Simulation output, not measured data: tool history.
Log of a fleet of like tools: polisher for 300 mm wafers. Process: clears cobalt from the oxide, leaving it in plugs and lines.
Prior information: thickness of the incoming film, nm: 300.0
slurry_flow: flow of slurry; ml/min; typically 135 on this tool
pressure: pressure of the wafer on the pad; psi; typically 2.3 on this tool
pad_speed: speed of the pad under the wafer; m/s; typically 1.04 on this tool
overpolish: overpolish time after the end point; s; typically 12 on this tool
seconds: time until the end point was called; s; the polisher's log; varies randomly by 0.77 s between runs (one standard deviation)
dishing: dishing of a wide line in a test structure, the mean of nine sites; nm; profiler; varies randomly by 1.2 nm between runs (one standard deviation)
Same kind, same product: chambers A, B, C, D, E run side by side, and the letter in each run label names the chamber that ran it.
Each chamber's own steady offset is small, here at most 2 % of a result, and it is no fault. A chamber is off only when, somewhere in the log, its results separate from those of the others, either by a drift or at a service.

run   hour  slurry_flow  pressure  pad_speed  overpolish  seconds  dishing
 1E    6.9          135       2.3       1.04          12   42.831   48.087
      11.7  -- chamber C: worn pad replaced by a new one
 2D   13.8          135       2.3       1.04          12   42.697   48.070
      19.3  -- chamber E: worn pad replaced by a new one
      19.8  -- chamber D: worn pad replaced by a new one
 3C   22.1          135       2.3       1.04          12   42.691   51.921
 4B   26.6          135       2.3       1.04          12   41.828   48.160
 5A   31.3          135       2.3       1.04          12   43.948   47.703
 6B   40.4          135       2.3       1.04          12   41.458   50.001
      45.5  -- chamber E: slurry nozzle cleaned
      45.6  -- chamber B: slurry nozzle cleaned
      48.5  -- chamber B: worn pad replaced by a new one
 7A   48.7          135       2.3       1.04          12   43.155   50.146
 8C   57.8          135       2.3       1.04          12   42.837   50.406
 9D   63.1          135       2.3       1.04          12   41.853   46.982
      67.8  -- chamber C: worn pad replaced by a new one
      70.1  -- chamber A: worn pad replaced by a new one
10E   70.4          135       2.3       1.04          12   42.943   48.730
11A   75.2          135       2.3       1.04          12   43.334   47.609
      79.7  -- chamber E: worn pad replaced by a new one
      83.7  -- chamber D: worn pad replaced by a new one
12C   84.1           95       2.3       0.76          12   63.695   39.843
13B   89.5           95       2.3       0.76          12   60.637   39.412
14D   95.1           95       2.3       0.76          12   62.488   36.486
      96.4  -- chamber A: slurry nozzle cleaned
15E  100.3           95       2.3       0.76          12   61.647   39.223
     101.3  -- chamber B: worn pad replaced by a new one
16A  108.8           95       2.3       0.76          12   61.672   39.871
17D  114.4          135       2.3       1.04          12   41.885   49.087
18B  120.9          135       2.3       1.22          16   35.204   58.576
19C  130.6          135       2.3       1.22          16   36.577   58.496
     135.5  -- chamber C: worn pad replaced by a new one
20E  140.2          135       2.3       1.22          16   34.529   59.287
     141.1  -- chamber D: worn pad replaced by a new one
     142.4  -- chamber A: worn pad replaced by a new one
     143.6  -- chamber E: worn pad replaced by a new one
21E  144.9          135       2.3       1.22          16   34.638   60.650
22A  153.9          135       2.3       1.22          16   34.889   60.444
     157.4  -- chamber B: worn pad replaced by a new one
23D  163.1          135       2.3       1.04          12   43.181   47.702
     166.2  -- chamber D: slurry nozzle cleaned
24B  169.9          135       2.3       1.04          12   41.994   49.572
25C  179.0          135       2.3       1.04          12   41.651   47.728
26E  183.6          135       2.3       1.04          12   40.163   49.992
27B  192.0          135       2.3       1.04          12   43.061   51.329
     193.5  -- chamber D: worn pad replaced by a new one
     195.7  -- chamber C: worn pad replaced by a new one
28C  197.5          135       2.3       1.04          12   42.132   47.962
     198.7  -- chamber E: worn pad replaced by a new one
29A  207.1          135       2.3       1.04          12   42.763   49.370
     208.1  -- chamber A: worn pad replaced by a new one
30D  213.2          135       2.3       1.04          12   43.303   48.344
31A  218.3          135       2.3       1.04          12   43.058   46.676
     219.2  -- chamber B: worn pad replaced by a new one
32D  225.7          135       2.3       1.04          12   43.540   50.765
33C  231.7          135       2.3       1.04          12   41.409   48.709
34E  236.5          135       2.3       1.04          12   42.362   49.886
35B  244.1          135       2.3       1.04          12   42.446   51.048
     244.7  -- chamber B: slurry nozzle cleaned
36D  249.3          135       1.7       1.04          12   57.620   41.466
     249.9  -- chamber E: worn pad replaced by a new one
37E  255.8          135       1.7       1.04          12   56.012   42.568
     258.0  -- chamber C: worn pad replaced by a new one
38C  265.2          135       1.7       1.04          12   58.198   40.549
39A  273.2          135       1.7       1.04          12   55.989   41.246
     282.1  -- chamber B: worn pad replaced by a new one
40B  283.0          135       1.7       1.04          12   55.269   41.533
41A  288.8          135       2.3       1.04          12   42.810   46.552

Predict what each chamber gives when all 5 of them run the settings below next.
42A  295.8          135       2.3       1.04           6        ?        ?
42B  295.8          135       2.3       1.04           6        ?        ?
42C  295.8          135       2.3       1.04           6        ?        ?
42D  295.8          135       2.3       1.04           6        ?        ?
42E  295.8          135       2.3       1.04           6        ?        ?

run  seconds  dishing
42A   41.887   30.283
42B   41.389   32.182
42C   44.434   31.702
42D   43.310   31.662
42E   42.412   31.823

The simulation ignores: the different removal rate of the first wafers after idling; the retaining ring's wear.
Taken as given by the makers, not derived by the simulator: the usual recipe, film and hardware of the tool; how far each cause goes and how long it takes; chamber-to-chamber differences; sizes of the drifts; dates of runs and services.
